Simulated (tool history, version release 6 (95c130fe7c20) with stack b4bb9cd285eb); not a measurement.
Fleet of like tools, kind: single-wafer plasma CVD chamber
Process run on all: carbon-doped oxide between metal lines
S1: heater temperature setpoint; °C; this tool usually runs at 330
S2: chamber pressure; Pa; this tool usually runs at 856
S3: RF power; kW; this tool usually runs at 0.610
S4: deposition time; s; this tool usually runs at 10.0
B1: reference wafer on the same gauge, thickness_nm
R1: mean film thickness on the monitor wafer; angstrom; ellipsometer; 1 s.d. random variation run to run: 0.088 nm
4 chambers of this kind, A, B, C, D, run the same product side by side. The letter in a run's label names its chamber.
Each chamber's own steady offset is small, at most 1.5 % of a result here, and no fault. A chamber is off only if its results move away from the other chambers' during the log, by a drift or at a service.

{"run": "1A", "hour": 10.6, "S1": 330, "S2": 856, "S3": 0.61, "S4": 10.0, "B1": 66.879, "R1": 654.68}
{"run": "2C", "hour": 18.9, "S1": 330, "S2": 856, "S3": 0.61, "S4": 10.0, "B1": 66.899, "R1": 639.54}
{"run": "3B", "hour": 29.6, "S1": 330, "S2": 856, "S3": 0.61, "S4": 10.0, "B1": 66.858, "R1": 640.71}
{"run": "4D", "hour": 34.7, "S1": 330, "S2": 856, "S3": 0.61, "S4": 10.0, "B1": 66.849, "R1": 644.39}
{"run": "5D", "hour": 45.8, "S1": 330, "S2": 856, "S3": 0.61, "S4": 10.0, "B1": 66.837, "R1": 645.67}
{"run": "6C", "hour": 52.4, "S1": 330, "S2": 856, "S3": 0.61, "S4": 10.0, "B1": 66.815, "R1": 638.63}
{"run": "7A", "hour": 58.4, "S1": 317, "S2": 701, "S3": 0.61, "S4": 10.0, "B1": 66.807, "R1": 670.45}
{"run": "8B", "hour": 63.8, "S1": 317, "S2": 701, "S3": 0.61, "S4": 10.0, "B1": 66.833, "R1": 657.92}
{"run": "9A", "hour": 72.3, "S1": 317, "S2": 701, "S3": 0.61, "S4": 10.0, "B1": 66.82, "R1": 668.67}
{"run": "10D", "hour": 83.4, "S1": 317, "S2": 701, "S3": 0.61, "S4": 10.0, "B1": 66.79, "R1": 662.54}
{"hour": 84.1, "done": "chamber C: capacitance manometer re-zeroed and calibrated"}
{"run": "11B", "hour": 92.6, "S1": 330, "S2": 856, "S3": 0.61, "S4": 10.0, "B1": 66.801, "R1": 639.76}
{"run": "12C", "hour": 101.4, "S1": 330, "S2": 856, "S3": 0.61, "S4": 10.0, "B1": 66.774, "R1": 639.52}
{"run": "13C", "hour": 110.7, "S1": 330, "S2": 856, "S3": 0.61, "S4": 10.0, "B1": 66.809, "R1": 638.17}
{"run": "14B", "hour": 121.7, "S1": 330, "S2": 856, "S3": 0.61, "S4": 10.0, "B1": 66.769, "R1": 640.23}
{"run": "15D", "hour": 132.2, "S1": 330, "S2": 856, "S3": 0.61, "S4": 10.0, "B1": 66.774, "R1": 642.74}
{"run": "16A", "hour": 142.7, "S1": 316, "S2": 856, "S3": 0.61, "S4": 10.0, "B1": 66.783, "R1": 686.38}
{"run": "17A", "hour": 149.7, "S1": 316, "S2": 856, "S3": 0.61, "S4": 10.0, "B1": 66.725, "R1": 687.07}
{"run": "18B", "hour": 158.0, "S1": 316, "S2": 856, "S3": 0.61, "S4": 10.0, "B1": 66.754, "R1": 676.28}
{"run": "19C", "hour": 168.1, "S1": 316, "S2": 856, "S3": 0.61, "S4": 10.0, "B1": 66.733, "R1": 674.54}
{"run": "20D", "hour": 173.6, "S1": 335, "S2": 856, "S3": 0.61, "S4": 8.2, "B1": 66.735, "R1": 519.84}
{"run": "21D", "hour": 181.1, "S1": 335, "S2": 856, "S3": 0.61, "S4": 8.2, "B1": 66.703, "R1": 520.06}
{"run": "22A", "hour": 186.8, "S1": 335, "S2": 856, "S3": 0.61, "S4": 8.2, "B1": 66.703, "R1": 526.6}
{"run": "23B", "hour": 196.8, "S1": 335, "S2": 856, "S3": 0.61, "S4": 8.2, "B1": 66.702, "R1": 516.49}
{"run": "24C", "hour": 202.3, "S1": 330, "S2": 856, "S3": 0.61, "S4": 10.0, "B1": 66.675, "R1": 637.77}
{"run": "25A", "hour": 212.0, "S1": 330, "S2": 856, "S3": 0.61, "S4": 10.0, "B1": 66.713, "R1": 650.2}
{"run": "26D", "hour": 220.1, "S1": 322, "S2": 856, "S3": 0.61, "S4": 10.0, "B1": 66.678, "R1": 662.03}
{"hour": 223.9, "done": "chamber C: RF generator calibrated"}
{"run": "27C", "hour": 229.6, "S1": 322, "S2": 856, "S3": 0.61, "S4": 10.0, "B1": 66.648, "R1": 657.85}
{"run": "28B", "hour": 237.4, "S1": 322, "S2": 856, "S3": 0.61, "S4": 10.0, "B1": 66.636, "R1": 657.51}
{"run": "29D", "hour": 246.4, "S1": 322, "S2": 856, "S3": 0.61, "S4": 10.0, "B1": 66.63, "R1": 660.59}
{"run": "30C", "hour": 256.4, "S1": 330, "S2": 856, "S3": 0.61, "S4": 10.0, "B1": 66.62, "R1": 637.32}
{"run": "31B", "hour": 266.5, "S1": 330, "S2": 856, "S3": 0.61, "S4": 10.0, "B1": 66.608, "R1": 639.16}
{"run": "32A", "hour": 277.7, "S1": 330, "S2": 856, "S3": 0.49, "S4": 9.3, "B1": 66.621, "R1": 528.73}
{"run": "33C", "hour": 283.1, "S1": 330, "S2": 856, "S3": 0.49, "S4": 9.3, "B1": 66.582, "R1": 517.81}
{"run": "34B", "hour": 293.7, "S1": 330, "S2": 856, "S3": 0.49, "S4": 9.3, "B1": 66.627, "R1": 519.21}
{"run": "35D", "hour": 302.5, "S1": 330, "S2": 856, "S3": 0.49, "S4": 9.3, "B1": 66.585, "R1": 523.41}
{"run": "36A", "hour": 312.6, "S1": 330, "S2": 856, "S3": 0.61, "S4": 10.0, "B1": 66.549, "R1": 650.74}
{"hour": 319.6, "done": "chamber D: RF generator calibrated"}
{"run": "37B", "hour": 322.7, "S1": 330, "S2": 1035, "S3": 0.645, "S4": 10.0, "B1": 66.556, "R1": 667.76}
{"hour": 325.4, "done": "chamber D: capacitance manometer re-zeroed and calibrated"}
{"run": "38C", "hour": 333.1, "S1": 330, "S2": 1035, "S3": 0.645, "S4": 10.0, "B1": 66.544, "R1": 669.03}
{"run": "39D", "hour": 342.2, "S1": 330, "S2": 1035, "S3": 0.645, "S4": 10.0, "B1": 66.549, "R1": 671.63}
{"run": "40A", "hour": 349.5, "S1": 330, "S2": 1035, "S3": 0.645, "S4": 10.0, "B1": 66.552, "R1": 680.23}

Next, all 4 chambers run the settings below, one line each with question marks for the results. What does each chamber give?
{"run": "41A", "hour": 357.8, "S1": 330, "S2": 856, "S3": 0.61, "S4": 10.0, "R1": "?"}
{"run": "41B", "hour": 357.8, "S1": 330, "S2": 856, "S3": 0.61, "S4": 10.0, "R1": "?"}
{"run": "41C", "hour": 357.8, "S1": 330, "S2": 856, "S3": 0.61, "S4": 10.0, "R1": "?"}
{"run": "41D", "hour": 357.8, "S1": 330, "S2": 856, "S3": 0.61, "S4": 10.0, "R1": "?"}

run=41A R1=648.82
run=41B R1=637.96
run=41C R1=635.79
run=41D R1=640.01

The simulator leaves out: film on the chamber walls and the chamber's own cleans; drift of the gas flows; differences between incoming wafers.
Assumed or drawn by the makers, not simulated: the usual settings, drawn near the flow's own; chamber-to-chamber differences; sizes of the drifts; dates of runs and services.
